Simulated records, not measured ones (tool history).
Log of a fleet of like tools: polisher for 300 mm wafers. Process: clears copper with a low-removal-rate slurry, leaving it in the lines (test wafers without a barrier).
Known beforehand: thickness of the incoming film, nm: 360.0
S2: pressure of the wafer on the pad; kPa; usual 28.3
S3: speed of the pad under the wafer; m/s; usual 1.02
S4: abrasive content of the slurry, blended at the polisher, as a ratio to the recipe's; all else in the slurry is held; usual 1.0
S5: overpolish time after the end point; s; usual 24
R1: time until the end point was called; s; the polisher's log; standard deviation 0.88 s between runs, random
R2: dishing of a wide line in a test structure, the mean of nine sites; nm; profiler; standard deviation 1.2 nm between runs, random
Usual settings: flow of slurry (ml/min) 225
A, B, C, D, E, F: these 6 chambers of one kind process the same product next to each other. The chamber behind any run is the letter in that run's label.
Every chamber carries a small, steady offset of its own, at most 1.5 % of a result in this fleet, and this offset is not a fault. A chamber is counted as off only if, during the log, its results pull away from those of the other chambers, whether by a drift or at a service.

Run 1B, day 0.338: usual settings. Result: R1 94.615 s, R2 59.649 nm.
Run 2E, day 0.546: usual settings. Result: R1 93.615 s, R2 58.299 nm.
At day 0.671: chamber A: worn pad replaced by a new one.
Run 3D, day 0.942: usual settings. Result: R1 94.853 s, R2 59.951 nm.
Run 4F, day 1.179: usual settings. Result: R1 95.630 s, R2 61.513 nm.
At day 1.308: chamber E: worn pad replaced by a new one.
Run 5A, day 1.383: usual settings. Result: R1 95.012 s, R2 59.092 nm.
At day 1.492: chamber B: worn pad replaced by a new one.
Run 6C, day 1.792: usual settings. Result: R1 95.907 s, R2 61.384 nm.
Run 7C, day 2.000: usual settings but S5 32 s. Result: R1 95.915 s, R2 74.198 nm.
At day 2.346: chamber E: slurry nozzle cleaned.
Run 8D, day 2.350: usual settings but S5 32 s. Result: R1 94.425 s, R2 73.221 nm.
At day 2.425: chamber F: worn pad replaced by a new one.
At day 2.583: chamber D: head pressure recalibrated.
Run 9A, day 2.712: usual settings but S5 32 s. Result: R1 95.055 s, R2 75.518 nm.
At day 2.917: chamber C: worn pad replaced by a new one.
Run 10E, day 3.142: usual settings but S5 32 s. Result: R1 94.841 s, R2 74.748 nm.
Run 11B, day 3.542: usual settings but S5 32 s. Result: R1 93.791 s, R2 73.307 nm.
Run 12F, day 3.762: usual settings but S5 32 s. Result: R1 94.212 s, R2 72.960 nm.
At day 3.821: chamber B: slurry blender recalibrated.
Run 13C, day 3.983: usual settings. Result: R1 94.972 s, R2 61.331 nm.
At day 4.225: chamber B: worn pad replaced by a new one.
Run 14B, day 4.342: usual settings. Result: R1 93.341 s, R2 57.148 nm.
At day 4.562: chamber A: worn pad replaced by a new one.
At day 4.650: chamber A: head pressure recalibrated.
At day 4.683: chamber C: slurry blender recalibrated.
Run 15D, day 4.712: usual settings. Result: R1 95.061 s, R2 59.123 nm.
At day 4.758: chamber D: slurry blender recalibrated.
Run 16E, day 5.033: usual settings. Result: R1 93.819 s, R2 58.791 nm.
Run 17A, day 5.317: usual settings but S4 0.7. Result: R1 103.390 s, R2 55.121 nm.
At day 5.517: chamber D: worn pad replaced by a new one.
Run 18F, day 5.733: usual settings but S4 0.7. Result: R1 101.610 s, R2 55.723 nm.
Run 19A, day 6.154: usual settings but S4 0.7. Result: R1 103.450 s, R2 56.398 nm.
At day 6.292: chamber E: worn pad replaced by a new one.
At day 6.483: chamber B: worn pad replaced by a new one.
Run 20B, day 6.533: usual settings but S4 0.7. Result: R1 103.080 s, R2 56.207 nm.
At day 6.646: chamber C: worn pad replaced by a new one.
Run 21C, day 6.758: usual settings but S4 0.7. Result: R1 100.670 s, R2 56.607 nm.
At day 7.125: chamber F: worn pad replaced by a new one.
Run 22D, day 7.162: usual settings but S4 0.7. Result: R1 102.310 s, R2 57.370 nm.
At day 7.192: chamber E: slurry blender recalibrated.
Run 23F, day 7.592: usual settings. Result: R1 94.464 s, R2 60.380 nm.
Run 24E, day 7.908: usual settings. Result: R1 94.672 s, R2 59.458 nm.
At day 8.104: chamber A: worn pad replaced by a new one.
Run 25B, day 8.246: usual settings but S2 20.0 kPa, S3 0.84 m/s. Result: R1 168.190 s, R2 37.451 nm.
Run 26C, day 8.642: usual settings but S2 20.0 kPa, S3 0.84 m/s. Result: R1 157.790 s, R2 36.640 nm.
Run 27A, day 8.883: usual settings but S2 20.0 kPa, S3 0.84 m/s. Result: R1 165.270 s, R2 37.941 nm.
At day 8.933: chamber F: slurry blender recalibrated.
At day 9.288: chamber B: worn pad replaced by a new one.
Run 28E, day 9.325: usual settings but S2 20.0 kPa, S3 0.84 m/s. Result: R1 164.930 s, R2 36.921 nm.
Run 29D, day 9.604: usual settings but S2 20.0 kPa, S3 0.84 m/s. Result: R1 161.810 s, R2 37.010 nm.
At day 9.929: chamber C: worn pad replaced by a new one.
Run 30F, day 10.000: usual settings but S2 20.0 kPa, S3 0.84 m/s. Result: R1 162.640 s, R2 36.055 nm.
Run 31A, day 10.279: usual settings. Result: R1 96.122 s, R2 60.291 nm.
Run 32B, day 10.658: usual settings. Result: R1 95.096 s, R2 59.839 nm.
Run 33D, day 10.850: usual settings. Result: R1 95.521 s, R2 58.515 nm.
Run 34E, day 11.112: usual settings. Result: R1 94.346 s, R2 61.829 nm.
At day 11.121: chamber C: slurry nozzle cleaned.
At day 11.288: chamber F: worn pad replaced by a new one.
At day 11.325: chamber D: worn pad replaced by a new one.
Run 35F, day 11.433: usual settings. Result: R1 93.931 s, R2 59.927 nm.
Run 36C, day 11.825: usual settings. Result: R1 89.511 s, R2 61.823 nm.
Run 37F, day 12.142: usual settings. Result: R1 95.994 s, R2 58.371 nm.
At day 12.308: chamber A: worn pad replaced by a new one.
At day 12.342: chamber A: slurry blender recalibrated.
Run 38D, day 12.462: usual settings. Result: R1 93.603 s, R2 58.860 nm.
Run 39A, day 12.892: usual settings but S2 35.2 kPa, S5 18 s. Result: R1 76.553 s, R2 57.980 nm.

The same settings go to every chamber for the next run, one line per chamber below. Forecast the results for each:
Run 40A, day 13.212: usual settings but S2 24.1 kPa. Result: R1 ?, R2 ?.
Run 40B, day 13.212: usual settings but S2 24.1 kPa. Result: R1 ?, R2 ?.
Run 40C, day 13.212: usual settings but S2 24.1 kPa. Result: R1 ?, R2 ?.
Run 40D, day 13.212: usual settings but S2 24.1 kPa. Result: R1 ?, R2 ?.
Run 40E, day 13.212: usual settings but S2 24.1 kPa. Result: R1 ?, R2 ?.
Run 40F, day 13.212: usual settings but S2 24.1 kPa. Result: R1 ?, R2 ?.

run       R1      R2
40A  112.110  50.892
40B  110.700  53.250
40C  104.330  55.994
40D  111.910  51.558
40E  111.420  49.952
40F  112.370  52.100
